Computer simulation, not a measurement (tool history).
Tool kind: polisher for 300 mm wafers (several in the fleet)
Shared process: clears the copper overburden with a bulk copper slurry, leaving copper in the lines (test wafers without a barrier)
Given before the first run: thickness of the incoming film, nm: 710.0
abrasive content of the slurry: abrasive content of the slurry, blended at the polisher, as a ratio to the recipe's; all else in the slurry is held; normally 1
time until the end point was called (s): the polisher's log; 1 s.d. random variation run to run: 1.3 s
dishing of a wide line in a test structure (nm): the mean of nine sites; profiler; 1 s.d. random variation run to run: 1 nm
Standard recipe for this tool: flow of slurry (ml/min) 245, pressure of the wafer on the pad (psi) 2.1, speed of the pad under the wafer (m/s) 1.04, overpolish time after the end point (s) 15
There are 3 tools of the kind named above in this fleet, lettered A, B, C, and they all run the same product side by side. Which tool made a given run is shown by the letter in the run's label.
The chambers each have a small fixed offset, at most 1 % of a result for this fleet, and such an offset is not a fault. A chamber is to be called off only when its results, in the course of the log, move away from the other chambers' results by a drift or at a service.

run	hour	flow of slurry (ml/min)	pressure of the wafer on the pad (psi)	speed of the pad under the wafer (m/s)	abrasive content of the slurry	overpolish time after the end point (s)	wafers polished on this pad	hours since the slurry nozzle was cleaned	hours since the head pressure was calibrated	hours since the slurry blender was calibrated	time until the end point was called (s)	dishing of a wide line in a test structure (nm)
1A	5.0	245	2.1	1.04	1	15	610	321.6	169.0	234.9	104.140	55.430
2B	9.3	245	2.1	1.04	1	15	746	679.5	384.1	110.7	104.540	56.661
3C	17.2	245	2.1	1.04	1	15	1040	575.5	1019.2	257.4	102.450	55.442
# hour 24.0: chamber C: slurry blender recalibrated
4C	25.4	245	2.1	1.04	1	15	1134	583.7	1027.4	1.5	103.530	56.945
# hour 33.8: chamber C: worn pad replaced by a new one
# hour 33.9: chamber A: worn pad replaced by a new one
5B	33.9	245	2.1	1.04	1	15	1027	704.1	408.7	135.3	103.200	57.150
# hour 36.9: chamber B: worn pad replaced by a new one
6A	42.3	245	2.1	1.04	1	15	96	358.9	206.3	272.2	104.070	56.019
7C	49.0	245	2.1	1.04	1	15	174	607.3	1051.0	25.1	104.440	56.963
8A	55.4	245	2.1	1.04	1	15	245	372.0	219.4	285.3	105.290	57.390
9B	61.0	245	2.1	1.04	1	15	276	731.2	435.8	162.4	107.170	57.976
10A	68.8	245	2.1	1.04	1	15	399	385.4	232.8	298.7	106.190	56.425
11B	76.8	245	2.1	1.04	1	15	456	747.0	451.6	178.2	106.280	57.299
12C	82.7	245	2.1	1.04	1	15	559	641.0	1084.7	58.8	106.090	57.101
13B	87.4	245	2.1	1.04	1	15	578	757.6	462.2	188.8	103.590	57.795
# hour 95.3: chamber B: slurry blender recalibrated
14C	96.5	245	2.1	1.04	1	15	716	654.8	1098.5	72.6	104.350	57.608
15A	101.9	245	2.1	1.38	1	15	777	418.5	265.9	331.8	79.597	69.682
# hour 104.1: chamber A: worn pad replaced by a new one
# hour 106.1: chamber B: slurry nozzle cleaned
16A	107.3	245	2.1	1.38	1	15	36	423.9	271.3	337.2	78.699	66.744
17B	114.4	245	2.1	1.38	1	15	886	8.3	489.2	19.2	79.484	64.875
# hour 117.6: chamber C: worn pad replaced by a new one
18C	119.2	245	2.1	1.04	1	15	18	677.5	1121.2	95.3	103.370	57.369
19A	127.0	245	2.1	1.04	1	15	261	443.6	291.0	356.9	105.170	56.499
20C	131.4	245	2.1	1.04	1	15	157	689.7	1133.4	107.5	103.300	58.766
21B	140.1	245	2.1	1.04	1	15	1180	34.0	514.9	44.9	103.900	57.955

Next, every chamber runs the same settings. What will each give?
22A	146.8	245	2.1	1.04	1	15					?	?
22B	146.8	245	2.1	1.04	1	15					?	?
22C	146.8	245	2.1	1.04	1	15					?	?

run	time until the end point was called (s)	dishing of a wide line in a test structure (nm)
22A	105.350	56.621
22B	103.190	57.528
22C	105.790	56.297
